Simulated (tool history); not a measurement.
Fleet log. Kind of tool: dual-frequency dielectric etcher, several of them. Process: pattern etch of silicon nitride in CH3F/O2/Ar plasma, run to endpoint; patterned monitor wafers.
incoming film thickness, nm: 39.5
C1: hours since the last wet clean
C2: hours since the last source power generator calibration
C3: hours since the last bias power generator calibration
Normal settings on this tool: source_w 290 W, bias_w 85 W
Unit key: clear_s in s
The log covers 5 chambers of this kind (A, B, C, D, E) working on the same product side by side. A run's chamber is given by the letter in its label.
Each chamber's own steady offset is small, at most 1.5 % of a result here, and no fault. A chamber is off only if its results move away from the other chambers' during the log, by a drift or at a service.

{"run": "1C", "hour": 9.7, "source_w": 290, "bias_w": 85, "C1": 147.6, "C2": 354.0, "C3": 2676.9, "clear_s": 61.275}
{"run": "2E", "hour": 20.9, "source_w": 290, "bias_w": 85, "C1": 327.5, "C2": 837.6, "C3": 1382.8, "clear_s": 61.134}
{"run": "3B", "hour": 30.2, "source_w": 290, "bias_w": 85, "C1": 256.0, "C2": 2765.7, "C3": 1532.7, "clear_s": 59.84}
{"run": "4A", "hour": 37.8, "source_w": 290, "bias_w": 85, "C1": 373.4, "C2": 1454.1, "C3": 1649.4, "clear_s": 60.319}
{"run": "5D", "hour": 44.2, "source_w": 290, "bias_w": 85, "C1": 351.7, "C2": 570.3, "C3": 3227.2, "clear_s": 60.481}
{"run": "6D", "hour": 56.9, "source_w": 320, "bias_w": 91, "C1": 364.4, "C2": 583.0, "C3": 3239.9, "clear_s": 57.133}
{"hour": 64.6, "done": "chamber A: wet clean of the chamber"}
{"run": "7A", "hour": 70.1, "source_w": 320, "bias_w": 91, "C1": 5.5, "C2": 1486.4, "C3": 1681.7, "clear_s": 56.912}
{"run": "8B", "hour": 77.7, "source_w": 320, "bias_w": 91, "C1": 303.5, "C2": 2813.2, "C3": 1580.2, "clear_s": 56.118}
{"run": "9C", "hour": 85.7, "source_w": 320, "bias_w": 91, "C1": 223.6, "C2": 430.0, "C3": 2752.9, "clear_s": 57.701}
{"run": "10E", "hour": 93.6, "source_w": 320, "bias_w": 91, "C1": 400.2, "C2": 910.3, "C3": 1455.5, "clear_s": 57.418}
{"hour": 94.3, "done": "chamber B: wet clean of the chamber"}
{"run": "11B", "hour": 103.6, "source_w": 290, "bias_w": 85, "C1": 9.4, "C2": 2839.1, "C3": 1606.1, "clear_s": 60.272}
{"run": "12D", "hour": 115.7, "source_w": 290, "bias_w": 78, "C1": 423.2, "C2": 641.8, "C3": 3298.7, "clear_s": 62.294}
{"run": "13E", "hour": 128.5, "source_w": 290, "bias_w": 78, "C1": 435.1, "C2": 945.2, "C3": 1490.4, "clear_s": 62.828}
{"run": "14A", "hour": 138.9, "source_w": 290, "bias_w": 78, "C1": 74.3, "C2": 1555.2, "C3": 1750.5, "clear_s": 62.574}
{"run": "15C", "hour": 151.6, "source_w": 290, "bias_w": 78, "C1": 289.5, "C2": 495.9, "C3": 2818.8, "clear_s": 62.922}
{"run": "16B", "hour": 162.1, "source_w": 290, "bias_w": 78, "C1": 67.9, "C2": 2897.6, "C3": 1664.6, "clear_s": 61.799}
{"hour": 163.3, "done": "chamber D: wet clean of the chamber"}
{"run": "17D", "hour": 173.7, "source_w": 290, "bias_w": 85, "C1": 10.5, "C2": 699.8, "C3": 3356.7, "clear_s": 60.001}
{"run": "18A", "hour": 185.2, "source_w": 290, "bias_w": 85, "C1": 120.6, "C2": 1601.5, "C3": 1796.8, "clear_s": 60.744}
{"run": "19E", "hour": 197.5, "source_w": 290, "bias_w": 85, "C1": 504.1, "C2": 1014.2, "C3": 1559.4, "clear_s": 61.315}
{"hour": 199.0, "done": "chamber E: wet clean of the chamber"}
{"hour": 201.4, "done": "chamber C: bias power generator calibrated"}
{"run": "20C", "hour": 211.0, "source_w": 290, "bias_w": 85, "C1": 348.9, "C2": 555.3, "C3": 9.7, "clear_s": 61.142}
{"run": "21C", "hour": 217.5, "source_w": 290, "bias_w": 85, "C1": 355.4, "C2": 561.8, "C3": 16.2, "clear_s": 61.438}
{"run": "22E", "hour": 224.6, "source_w": 290, "bias_w": 85, "C1": 25.6, "C2": 1041.3, "C3": 1586.5, "clear_s": 61.135}
{"run": "23A", "hour": 233.7, "source_w": 340, "bias_w": 85, "C1": 169.1, "C2": 1650.0, "C3": 1845.3, "clear_s": 57.431}
{"run": "24D", "hour": 239.7, "source_w": 340, "bias_w": 85, "C1": 76.5, "C2": 765.8, "C3": 3422.7, "clear_s": 57.159}
{"run": "25B", "hour": 247.8, "source_w": 340, "bias_w": 85, "C1": 153.6, "C2": 2983.3, "C3": 1750.3, "clear_s": 56.539}
{"run": "26D", "hour": 259.1, "source_w": 340, "bias_w": 85, "C1": 95.9, "C2": 785.2, "C3": 3442.1, "clear_s": 56.592}
{"run": "27C", "hour": 269.3, "source_w": 340, "bias_w": 85, "C1": 407.2, "C2": 613.6, "C3": 68.0, "clear_s": 57.975}
{"run": "28A", "hour": 280.4, "source_w": 290, "bias_w": 85, "C1": 215.8, "C2": 1696.7, "C3": 1892.0, "clear_s": 60.313}
{"run": "29B", "hour": 291.8, "source_w": 340, "bias_w": 68, "C1": 197.6, "C2": 3027.3, "C3": 1794.3, "clear_s": 61.537}
{"run": "30E", "hour": 302.9, "source_w": 340, "bias_w": 68, "C1": 103.9, "C2": 1119.6, "C3": 1664.8, "clear_s": 62.427}
{"run": "31C", "hour": 314.1, "source_w": 340, "bias_w": 68, "C1": 452.0, "C2": 658.4, "C3": 112.8, "clear_s": 62.246}
{"run": "32E", "hour": 322.1, "source_w": 340, "bias_w": 68, "C1": 123.1, "C2": 1138.8, "C3": 1684.0, "clear_s": 62.321}
{"hour": 324.1, "done": "chamber D: bias power generator calibrated"}
{"run": "33B", "hour": 331.2, "source_w": 340, "bias_w": 68, "C1": 237.0, "C2": 3066.7, "C3": 1833.7, "clear_s": 61.603}
{"run": "34A", "hour": 342.2, "source_w": 290, "bias_w": 85, "C1": 277.6, "C2": 1758.5, "C3": 1953.8, "clear_s": 60.738}
{"run": "35D", "hour": 356.1, "source_w": 290, "bias_w": 85, "C1": 192.9, "C2": 882.2, "C3": 32.1, "clear_s": 60.736}
{"hour": 356.4, "done": "chamber C: wet clean of the chamber"}
{"run": "36D", "hour": 364.9, "source_w": 290, "bias_w": 85, "C1": 201.7, "C2": 891.0, "C3": 40.9, "clear_s": 60.485}
{"run": "37C", "hour": 375.7, "source_w": 290, "bias_w": 85, "C1": 19.3, "C2": 720.0, "C3": 174.4, "clear_s": 61.276}
{"run": "38B", "hour": 382.7, "source_w": 290, "bias_w": 85, "C1": 288.5, "C2": 3118.2, "C3": 1885.2, "clear_s": 60.085}
{"run": "39E", "hour": 390.1, "source_w": 290, "bias_w": 85, "C1": 191.1, "C2": 1206.8, "C3": 1752.0, "clear_s": 61.169}
{"run": "40A", "hour": 402.1, "source_w": 290, "bias_w": 85, "C1": 337.5, "C2": 1818.4, "C3": 2013.7, "clear_s": 60.472}

Which is it: a chamber that has drifted or been left off by a service, a gauge drift common to all chambers, or only each chamber's usual small offset? If a chamber is off, name it and its likeliest cause.

No chamber stands off beyond its own small offset, and the gauge holds steady.

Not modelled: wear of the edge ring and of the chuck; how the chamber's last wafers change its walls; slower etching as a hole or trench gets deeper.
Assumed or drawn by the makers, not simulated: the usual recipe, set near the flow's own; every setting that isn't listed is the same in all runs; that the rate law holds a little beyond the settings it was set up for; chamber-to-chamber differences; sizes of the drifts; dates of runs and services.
